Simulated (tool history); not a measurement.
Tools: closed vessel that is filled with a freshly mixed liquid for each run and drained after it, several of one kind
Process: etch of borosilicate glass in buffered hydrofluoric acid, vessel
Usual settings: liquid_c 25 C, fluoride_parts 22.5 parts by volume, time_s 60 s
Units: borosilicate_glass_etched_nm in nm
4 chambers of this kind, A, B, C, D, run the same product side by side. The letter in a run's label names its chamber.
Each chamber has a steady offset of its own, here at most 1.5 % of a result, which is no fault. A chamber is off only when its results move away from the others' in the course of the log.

run    day  liquid_c  fluoride_parts  time_s  read-back film thickness of the borosilicate glass reference wafer, read on the same gauge (nm)  borosilicate_glass_etched_nm
 1B  0.212        25            22.5      60                                                                                           129.99                        36.427
 2C  0.433        25            22.5      60                                                                                           129.97                        36.528
 3D    0.6        25            22.5      60                                                                                           129.94                        36.691
 4A  0.758        25            22.5      60                                                                                           130.03                        36.052
 5D  0.971        23            22.5      60                                                                                           129.95                        32.889
 6C  1.146        23            22.5      60                                                                                           129.97                        32.878
 7A  1.279        23            22.5      60                                                                                           130.01                        32.762
 8B  1.417        23            22.5      60                                                                                              130                        31.602
 9D  1.562        25            22.5      60                                                                                           130.04                          36.9
10B  1.754        25            22.5      60                                                                                           130.02                        35.288
11C  1.904        25            22.5      60                                                                                           129.97                        37.406
12A  2.054        25            22.5      60                                                                                           130.02                        35.794
13C  2.225        25            22.5      60                                                                                           129.98                        36.388
14D  2.379        25            22.5      90                                                                                           129.99                        55.567
15B  2.475        25            22.5      90                                                                                           130.02                        51.222
16A  2.604        25            22.5      90                                                                                           130.06                        54.554
17C  2.738        25            22.5      90                                                                                           129.99                        54.713
18A  2.946      20.5            22.5      60                                                                                           129.99                        28.661
     2.958  -- chamber D: hydrofluoric acid flow meter replaced
19B  3.088      20.5            22.5      60                                                                                           130.01                         25.95
20D  3.304      20.5            22.5      60                                                                                           129.99                        28.714
21A    3.5      20.5            22.5      60                                                                                           130.05                        28.212
22B  3.692        30            22.5      60                                                                                           130.01                        42.623
23D  3.896        30            22.5      60                                                                                           129.97                         47.67
24C  4.054        30            22.5      60                                                                                           129.96                        47.667
25B  4.246        30            22.5      60                                                                                           129.99                        43.081
26A   4.35        25            22.5      60                                                                                              130                        36.294
27C  4.554        25            22.5      60                                                                                           129.97                        37.125
28D  4.667        25            22.5      60                                                                                           130.01                        37.331

Next, every chamber runs the same settings. What will each give?
29A  4.829        25            22.5      60                                                                                                                              ?
29B  4.829        25            22.5      60                                                                                                                              ?
29C  4.829        25            22.5      60                                                                                                                              ?
29D  4.829        25            22.5      60                                                                                                                              ?

run  borosilicate_glass_etched_nm
29A                        35.789
29B                        31.718
29C                        36.839
29D                         36.62
